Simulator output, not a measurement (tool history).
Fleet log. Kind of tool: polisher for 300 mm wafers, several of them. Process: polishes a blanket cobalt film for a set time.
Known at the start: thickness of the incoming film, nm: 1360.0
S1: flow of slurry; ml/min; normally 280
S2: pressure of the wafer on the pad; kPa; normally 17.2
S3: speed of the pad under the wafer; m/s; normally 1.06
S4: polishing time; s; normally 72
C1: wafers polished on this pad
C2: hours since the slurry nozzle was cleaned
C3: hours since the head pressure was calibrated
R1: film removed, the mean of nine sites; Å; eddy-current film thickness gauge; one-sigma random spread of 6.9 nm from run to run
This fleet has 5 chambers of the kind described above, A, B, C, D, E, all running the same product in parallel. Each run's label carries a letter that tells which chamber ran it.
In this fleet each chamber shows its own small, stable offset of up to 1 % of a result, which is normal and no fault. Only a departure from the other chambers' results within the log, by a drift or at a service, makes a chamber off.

| run | hour | S1 | S2 | S3 | S4 | C1 | C2 | C3 | R1 |
|---|---|---|---|---|---|---|---|---|---|
|  | 6.0 | chamber B: worn pad replaced by a new one |
| 1C | 6.5 | 280 | 17.2 | 1.06 | 72 | 1103 | 190.6 | 821.5 | 4883.2 |
|  | 8.7 | chamber E: worn pad replaced by a new one |
|  | 11.4 | chamber C: worn pad replaced by a new one |
| 2A | 12.9 | 280 | 17.2 | 1.06 | 72 | 753 | 726.4 | 322.4 | 5033.7 |
| 3B | 16.2 | 280 | 17.2 | 1.06 | 72 | 143 | 112.6 | 235.2 | 4992.1 |
| 4E | 19.5 | 280 | 17.2 | 1.06 | 72 | 152 | 355.7 | 545.5 | 4906.2 |
|  | 23.4 | chamber D: worn pad replaced by a new one |
| 5D | 25.0 | 280 | 17.2 | 1.06 | 72 | 23 | 308.6 | 184.5 | 5009.1 |
| 6B | 27.9 | 280 | 17.2 | 1.06 | 72 | 308 | 124.3 | 246.9 | 4861.0 |
| 7D | 32.4 | 280 | 17.2 | 1.06 | 72 | 127 | 316.0 | 191.9 | 4942.0 |
|  | 34.6 | chamber C: slurry nozzle cleaned |
| 8E | 37.8 | 280 | 17.2 | 1.06 | 72 | 409 | 374.0 | 563.8 | 4924.4 |
| 9A | 40.9 | 280 | 17.2 | 1.06 | 72 | 1146 | 754.4 | 350.4 | 4912.6 |
|  | 44.7 | chamber B: worn pad replaced by a new one |
| 10C | 47.0 | 280 | 17.2 | 1.06 | 72 | 501 | 12.5 | 862.0 | 4968.7 |
| 11D | 50.3 | 280 | 17.2 | 1.28 | 60 | 379 | 333.9 | 209.8 | 4956.5 |
|  | 55.8 | chamber A: worn pad replaced by a new one |
| 12E | 56.5 | 280 | 17.2 | 1.28 | 60 | 673 | 392.7 | 582.5 | 4947.6 |
| 13B | 60.8 | 280 | 17.2 | 1.28 | 60 | 227 | 157.2 | 279.8 | 4907.5 |
| 14C | 64.8 | 280 | 17.2 | 1.28 | 60 | 751 | 30.3 | 879.8 | 4948.9 |
| 15A | 70.2 | 280 | 17.2 | 1.28 | 60 | 203 | 783.7 | 379.7 | 4910.7 |
| 16B | 73.8 | 280 | 17.2 | 1.06 | 72 | 410 | 170.2 | 292.8 | 4878.3 |
| 17C | 77.1 | 280 | 17.2 | 1.06 | 59 | 924 | 42.6 | 892.1 | 4066.0 |
| 18E | 81.3 | 280 | 17.2 | 1.06 | 59 | 1021 | 417.5 | 607.3 | 4010.7 |
|  | 84.8 | chamber D: worn pad replaced by a new one |
| 19D | 86.8 | 280 | 17.2 | 1.06 | 59 | 28 | 370.4 | 246.3 | 4065.9 |
|  | 87.1 | chamber B: worn pad replaced by a new one |
| 20A | 91.5 | 280 | 17.2 | 1.06 | 59 | 503 | 805.0 | 401.0 | 4085.6 |
|  | 94.0 | chamber E: worn pad replaced by a new one |
| 21B | 95.1 | 280 | 17.2 | 1.06 | 59 | 112 | 191.5 | 314.1 | 3926.8 |
| 22E | 98.8 | 280 | 17.2 | 1.06 | 72 | 68 | 435.0 | 624.8 | 4966.4 |
|  | 99.0 | chamber C: worn pad replaced by a new one |
| 23A | 103.8 | 280 | 17.2 | 0.94 | 72 | 676 | 817.3 | 413.3 | 4531.9 |
| 24D | 107.4 | 280 | 17.2 | 0.94 | 72 | 318 | 391.0 | 266.9 | 4370.5 |
| 25C | 110.6 | 280 | 17.2 | 0.94 | 72 | 163 | 76.1 | 925.6 | 4424.8 |
| 26B | 115.4 | 280 | 17.2 | 0.94 | 72 | 398 | 211.8 | 334.4 | 4276.1 |
| 27C | 121.4 | 280 | 17.2 | 0.94 | 72 | 315 | 86.9 | 936.4 | 4326.0 |
| 28E | 127.5 | 280 | 17.2 | 1.06 | 72 | 472 | 463.7 | 653.5 | 4871.2 |
|  | 127.7 | chamber B: worn pad replaced by a new one |
| 29D | 132.7 | 280 | 17.2 | 1.06 | 72 | 674 | 416.3 | 292.2 | 4967.2 |
| 30A | 136.6 | 280 | 17.2 | 1.06 | 72 | 1137 | 850.1 | 446.1 | 5284.0 |
|  | 138.6 | chamber A: worn pad replaced by a new one |
| 31C | 140.7 | 280 | 17.2 | 1.06 | 72 | 587 | 106.2 | 955.7 | 4860.6 |
| 32D | 144.6 | 280 | 17.2 | 1.06 | 72 | 841 | 428.2 | 304.1 | 4885.3 |
|  | 148.2 | chamber A: slurry nozzle cleaned |
| 33A | 149.2 | 280 | 17.2 | 1.06 | 72 | 149 | 1.0 | 458.7 | 5282.4 |
|  | 152.3 | chamber D: worn pad replaced by a new one |
| 34B | 155.5 | 280 | 17.2 | 1.06 | 72 | 391 | 251.9 | 374.5 | 4903.1 |
| 35E | 158.6 | 280 | 17.2 | 1.18 | 72 | 909 | 494.8 | 684.6 | 5418.3 |
| 36E | 163.9 | 280 | 17.2 | 1.18 | 72 | 984 | 500.1 | 689.9 | 5464.3 |
| 37A | 170.0 | 280 | 17.2 | 1.18 | 72 | 442 | 21.8 | 479.5 | 5821.9 |
|  | 171.3 | chamber E: worn pad replaced by a new one |
|  | 172.6 | chamber B: worn pad replaced by a new one |
| 38B | 175.8 | 280 | 17.2 | 1.18 | 72 | 45 | 272.2 | 394.8 | 5369.9 |
| 39D | 179.4 | 280 | 17.2 | 1.18 | 72 | 382 | 463.0 | 338.9 | 5442.4 |
| 40C | 186.0 | 280 | 11.0 | 1.06 | 49 | 1224 | 151.5 | 1001.0 | 2125.5 |
| 41E | 191.2 | 280 | 11.0 | 1.06 | 49 | 281 | 527.4 | 717.2 | 2139.9 |
|  | 193.1 | chamber C: worn pad replaced by a new one |
| 42C | 196.7 | 280 | 11.0 | 1.06 | 49 | 51 | 162.2 | 1011.7 | 2086.5 |

Read the log: is a single chamber off, either drifting away or since a service, is the gauge that measures every chamber drifting, or is nothing wrong beyond small per-chamber offsets? Name any odd chamber and what most likely caused it.

Little by little, chamber A moves away from the other chambers.
Most likely cause: head's pressure above its setpoint, % = 10.9.

Here are 4 candidates for chamber A's next run, each the usual settings with a change, their results left as question marks. Which one brings its results back in line with what the others give on the usual settings?
Maximum distance from the other chambers' mean on the usual settings for a result to count as in line: R1 240.0 Å
| 43A-1 | 201.5 | 275 | 15.9 | 1.06 | 65 |  |  |  | ? |
| 43A-2 | 201.5 | 280 | 17.2 | 1.12 | 76 |  |  |  | ? |
| 43A-3 | 201.5 | 280 | 16.5 | 1.00 | 72 |  |  |  | ? |
| 43A-4 | 201.5 | 280 | 19.3 | 1.16 | 72 |  |  |  | ? |

The mean the other chambers reach with the usual settings: R1 4910.9 Å
| run | R1 |
|---|---|
| 43A-1 | 4540.2 |
| 43A-2 | 6105.6 |
| 43A-3 | 4965.1 |
| 43A-4 | 6711.1 |
43A-3 brings the chamber back in line.
